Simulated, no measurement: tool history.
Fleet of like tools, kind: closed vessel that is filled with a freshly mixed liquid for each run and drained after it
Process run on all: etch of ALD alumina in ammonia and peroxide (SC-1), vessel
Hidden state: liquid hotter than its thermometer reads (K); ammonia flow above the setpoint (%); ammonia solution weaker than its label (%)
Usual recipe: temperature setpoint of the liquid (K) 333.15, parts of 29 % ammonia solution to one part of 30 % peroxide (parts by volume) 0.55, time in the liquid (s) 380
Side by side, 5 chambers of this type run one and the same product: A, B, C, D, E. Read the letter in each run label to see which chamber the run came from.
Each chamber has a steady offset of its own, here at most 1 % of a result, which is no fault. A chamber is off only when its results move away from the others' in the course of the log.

run    day  temperature setpoint of the liquid (K)  parts of 29 % ammonia solution to one part of 30 % peroxide (parts by volume)  time in the liquid (s)  hours since the thermometer was replaced  hours since the ammonia flow meter was replaced  hours since the drum of ammonia solution was connected  read-back film thickness of the ALD alumina reference wafer, read on the same gauge (nm)  thickness taken off the ALD alumina on a monitor wafer (nm)
 1A  0.254                                  333.15                                                                           0.55                     380                                       226                                              674                                                   191.3                                                                                    90.027                                                       43.559
 2C   0.55                                  333.15                                                                           0.55                     380                                      50.7                                              971                                                   681.6                                                                                    89.999                                                       44.072
 3E  0.725                                  333.15                                                                           0.55                     380                                     230.2                                           1126.5                                                     437                                                                                    90.011                                                       44.157
     0.846  -- chamber D: ammonia flow meter replaced
 4D  0.983                                  333.15                                                                           0.55                     380                                     475.8                                              3.3                                                   566.5                                                                                    90.011                                                       43.585
       1.1  -- chamber B: new drum of ammonia solution connected
 5B  1.167                                  333.15                                                                           0.55                     380                                    1565.3                                            211.4                                                     1.6                                                                                    90.041                                                       42.639
 6D    1.4                                  333.15                                                                           0.55                     380                                     485.8                                             13.3                                                   576.5                                                                                    89.986                                                       44.089
 7C  1.654                                  340.65                                                                           0.75                     380                                      77.2                                            997.5                                                   708.1                                                                                    90.019                                                       65.197
     1.671  -- chamber D: new drum of ammonia solution connected
 8B  1.892                                  340.65                                                                           0.75                     380                                    1582.7                                            228.8                                                      19                                                                                    90.003                                                       65.275
 9A  2.217                                  340.65                                                                           0.75                     380                                     273.1                                            721.1                                                   238.4                                                                                    89.987                                                       66.392
10E    2.4                                  340.65                                                                           0.75                     380                                     270.4                                           1166.7                                                   477.2                                                                                    90.002                                                       66.245
11C  2.688                                  340.65                                                                           0.75                     380                                       102                                           1022.3                                                   732.9                                                                                     89.98                                                       66.106
12B  2.954                                  333.15                                                                           0.55                     380                                    1608.2                                            254.3                                                    44.5                                                                                    90.007                                                       43.699
13D  3.217                                  333.15                                                                           0.55                     380                                     529.4                                             56.9                                                    37.1                                                                                     90.02                                                        44.11
14E  3.446                                  333.15                                                                           0.55                     380                                     295.5                                           1191.8                                                   502.3                                                                                    89.993                                                       45.217
15A  3.767                                  333.15                                                                           0.55                     380                                     310.3                                            758.3                                                   275.6                                                                                    90.011                                                       43.506
16E  4.021                                  333.15                                                                           0.55                     380                                     309.3                                           1205.6                                                   516.1                                                                                    90.029                                                       44.487
17C  4.325                                  333.15                                                                           0.55                     380                                     141.3                                           1061.6                                                   772.2                                                                                    89.998                                                       44.271
18B  4.562                                  333.15                                                                           0.55                     530                                    1646.8                                            292.9                                                    83.1                                                                                    90.005                                                       63.283
19D  4.792                                  333.15                                                                           0.55                     530                                     567.2                                             94.7                                                    74.9                                                                                     90.02                                                        61.61
20A  4.975                                  333.15                                                                           0.55                     530                                     339.3                                            787.3                                                   304.6                                                                                    89.992                                                       60.369
21B  5.262                                  333.15                                                                           0.55                     530                                    1663.6                                            309.7                                                    99.9                                                                                    89.993                                                       64.139
22D  5.558                                  333.15                                                                           0.55                     530                                     585.6                                            113.1                                                    93.3                                                                                    89.992                                                       60.897
23C  5.879                                  333.15                                                                           0.35                     220                                     178.6                                           1098.9                                                   809.5                                                                                    90.018                                                       24.123
24E  6.038                                  333.15                                                                           0.35                     220                                     357.7                                             1254                                                   564.5                                                                                    89.987                                                       24.492
25A  6.188                                  333.15                                                                           0.35                     220                                     368.4                                            816.4                                                   333.7                                                                                    89.998                                                       24.289
     6.242  -- chamber C: new drum of ammonia solution connected
26C  6.442                                  333.15                                                                           0.35                     220                                     192.1                                           1112.4                                                     4.9                                                                                    89.998                                                       24.895
     6.608  -- chamber A: new drum of ammonia solution connected
27B  6.775                                  333.15                                                                           0.35                     220                                    1699.9                                              346                                                   136.2                                                                                    89.987                                                       26.442
28D  6.967                                  333.15                                                                           0.55                     380                                     619.4                                            146.9                                                   127.1                                                                                    90.031                                                       43.289
29E  7.279                                  323.65                                                                           0.45                     380                                     387.5                                           1283.8                                                   594.3                                                                                    89.991                                                       26.444
30A  7.617                                  323.65                                                                           0.45                     380                                     402.7                                            850.7                                                    24.2                                                                                    89.975                                                       25.477
31D  7.767                                  323.65                                                                           0.45                     380                                     638.6                                            166.1                                                   146.3                                                                                    90.022                                                       26.366
32E  8.004                                  323.65                                                                           0.45                     380                                     404.9                                           1301.2                                                   611.7                                                                                        90                                                       26.344
33C  8.154                                  323.65                                                                           0.45                     380                                     233.2                                           1153.5                                                      46                                                                                    90.017                                                       26.397
34B  8.475                                  333.15                                                                           0.55                     380                                    1740.7                                            386.8                                                     177                                                                                    90.003                                                       49.315

Next, all 5 chambers run the settings below, one line each with question marks for the results. What does each chamber give?
35A  8.725                                  323.65                                                                           0.55                     380                                                                                                                                                                                                                                                                                                         ?
35B  8.725                                  323.65                                                                           0.55                     380                                                                                                                                                                                                                                                                                                         ?
35C  8.725                                  323.65                                                                           0.55                     380                                                                                                                                                                                                                                                                                                         ?
35D  8.725                                  323.65                                                                           0.55                     380                                                                                                                                                                                                                                                                                                         ?
35E  8.725                                  323.65                                                                           0.55                     380                                                                                                                                                                                                                                                                                                         ?

run  thickness taken off the ALD alumina on a monitor wafer (nm)
35A                                                       26.023
35B                                                       30.086
35C                                                       27.377
35D                                                       26.632
35E                                                        27.22

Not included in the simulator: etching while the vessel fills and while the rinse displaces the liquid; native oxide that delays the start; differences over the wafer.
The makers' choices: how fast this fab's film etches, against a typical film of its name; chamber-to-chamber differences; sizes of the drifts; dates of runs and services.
